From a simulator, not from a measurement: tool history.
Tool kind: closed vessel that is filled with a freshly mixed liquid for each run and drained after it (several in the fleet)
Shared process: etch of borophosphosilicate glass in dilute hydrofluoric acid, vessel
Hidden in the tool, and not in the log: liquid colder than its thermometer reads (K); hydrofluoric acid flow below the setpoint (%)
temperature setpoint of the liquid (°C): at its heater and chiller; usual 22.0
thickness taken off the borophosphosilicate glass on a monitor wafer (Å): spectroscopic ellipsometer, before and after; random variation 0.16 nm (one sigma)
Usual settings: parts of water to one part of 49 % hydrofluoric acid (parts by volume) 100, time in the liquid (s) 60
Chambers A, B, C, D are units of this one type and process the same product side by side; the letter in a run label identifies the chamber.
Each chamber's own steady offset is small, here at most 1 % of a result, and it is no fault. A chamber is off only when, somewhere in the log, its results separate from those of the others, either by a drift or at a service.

run,day,temperature setpoint of the liquid (°C),parts of water to one part of 49 % hydrofluoric acid (parts by volume),time in the liquid (s),hours since the thermometer was replaced,hours since the hydrofluoric acid flow meter was replaced,"read-back film thickness of the borophosphosilicate glass reference wafer, read on the same gauge (nm)",thickness taken off the borophosphosilicate glass on a monitor wafer (Å)
1B,0.521,22.0,100,60,642.4,305.2,150.00,380.74
2C,0.921,22.0,100,60,596.5,771.2,149.98,383.14
3D,1.329,22.0,100,60,2805.4,382.5,150.02,378.80
# day 1.600: chamber D: thermometer replaced
4A,1.700,22.0,100,60,470.7,617.0,150.01,388.19
5C,2.033,22.0,135,45,623.2,797.9,150.00,202.41
6D,2.629,22.0,135,45,24.7,413.7,149.98,201.15
7B,3.033,22.0,135,45,702.7,365.5,149.98,202.09
# day 3.521: chamber B: thermometer replaced
8A,3.592,22.0,135,45,516.1,662.4,149.98,206.54
9A,4.150,22.0,100,60,529.5,675.8,149.97,384.99
10D,4.738,22.0,100,60,75.3,464.3,149.99,382.60
11C,5.404,22.0,100,60,704.1,878.8,150.02,382.00
12B,5.746,22.0,100,60,53.5,430.6,150.02,381.42
13C,6.288,22.0,100,60,725.3,900.0,150.00,381.65
14A,6.788,22.0,100,60,592.8,739.1,149.96,385.92
15D,7.262,22.0,100,60,135.9,524.9,150.03,380.21
16B,7.596,22.0,100,60,97.9,475.0,149.98,381.12
17D,7.892,22.0,100,60,151.0,540.0,149.96,378.87
18B,8.221,22.0,100,60,112.9,490.0,149.98,377.69
19C,8.575,22.0,100,60,780.2,954.9,149.99,381.19
20A,9.221,22.0,75,85,651.2,797.5,150.00,738.12
21C,9.600,22.0,75,85,804.8,979.5,150.01,734.45
22B,10.029,22.0,75,85,156.3,533.4,150.02,735.73
23D,10.679,22.0,75,85,217.9,606.9,149.94,748.78
24A,11.042,22.0,100,60,694.9,841.2,150.01,385.67
25A,11.488,19.5,100,60,705.6,851.9,149.98,348.22
26C,11.938,19.5,100,60,860.9,1035.6,149.99,342.71
# day 12.125: chamber A: hydrofluoric acid flow meter replaced
27B,12.508,19.5,100,60,215.8,592.9,149.94,340.26
28D,13.083,19.5,100,60,275.6,664.6,150.05,343.11
29A,13.729,22.0,100,60,759.4,38.5,149.97,384.34
30B,14.092,26.0,100,60,253.8,630.9,149.96,436.36
# day 14.279: chamber D: hydrofluoric acid flow meter replaced
31C,14.625,26.0,100,60,925.4,1100.1,150.04,447.23
32D,15.258,26.0,100,60,327.8,23.6,149.96,446.09
33B,15.850,26.0,100,60,296.0,673.1,149.98,431.34
34C,16.508,25.0,100,60,970.6,1145.3,150.01,431.23
35D,17.112,25.0,100,60,372.3,68.1,149.99,428.48
36A,17.725,25.0,100,60,855.3,134.4,150.01,430.40
37C,18.096,25.0,100,60,1008.7,1183.4,149.97,428.87
38A,18.512,22.0,100,60,874.2,153.3,150.02,388.19
39D,19.129,22.0,100,60,420.7,116.5,150.03,385.37
40B,19.654,22.0,100,60,387.3,764.4,150.04,363.07

Each of the 4 chambers runs these same settings next. Fill in every chamber's results:
41A,20.142,22.0,100,60,,,,?
41B,20.142,22.0,100,60,,,,?
41C,20.142,22.0,100,60,,,,?
41D,20.142,22.0,100,60,,,,?

run,thickness taken off the borophosphosilicate glass on a monitor wafer (Å)
41A,383.48
41B,363.70
41C,380.34
41D,381.52

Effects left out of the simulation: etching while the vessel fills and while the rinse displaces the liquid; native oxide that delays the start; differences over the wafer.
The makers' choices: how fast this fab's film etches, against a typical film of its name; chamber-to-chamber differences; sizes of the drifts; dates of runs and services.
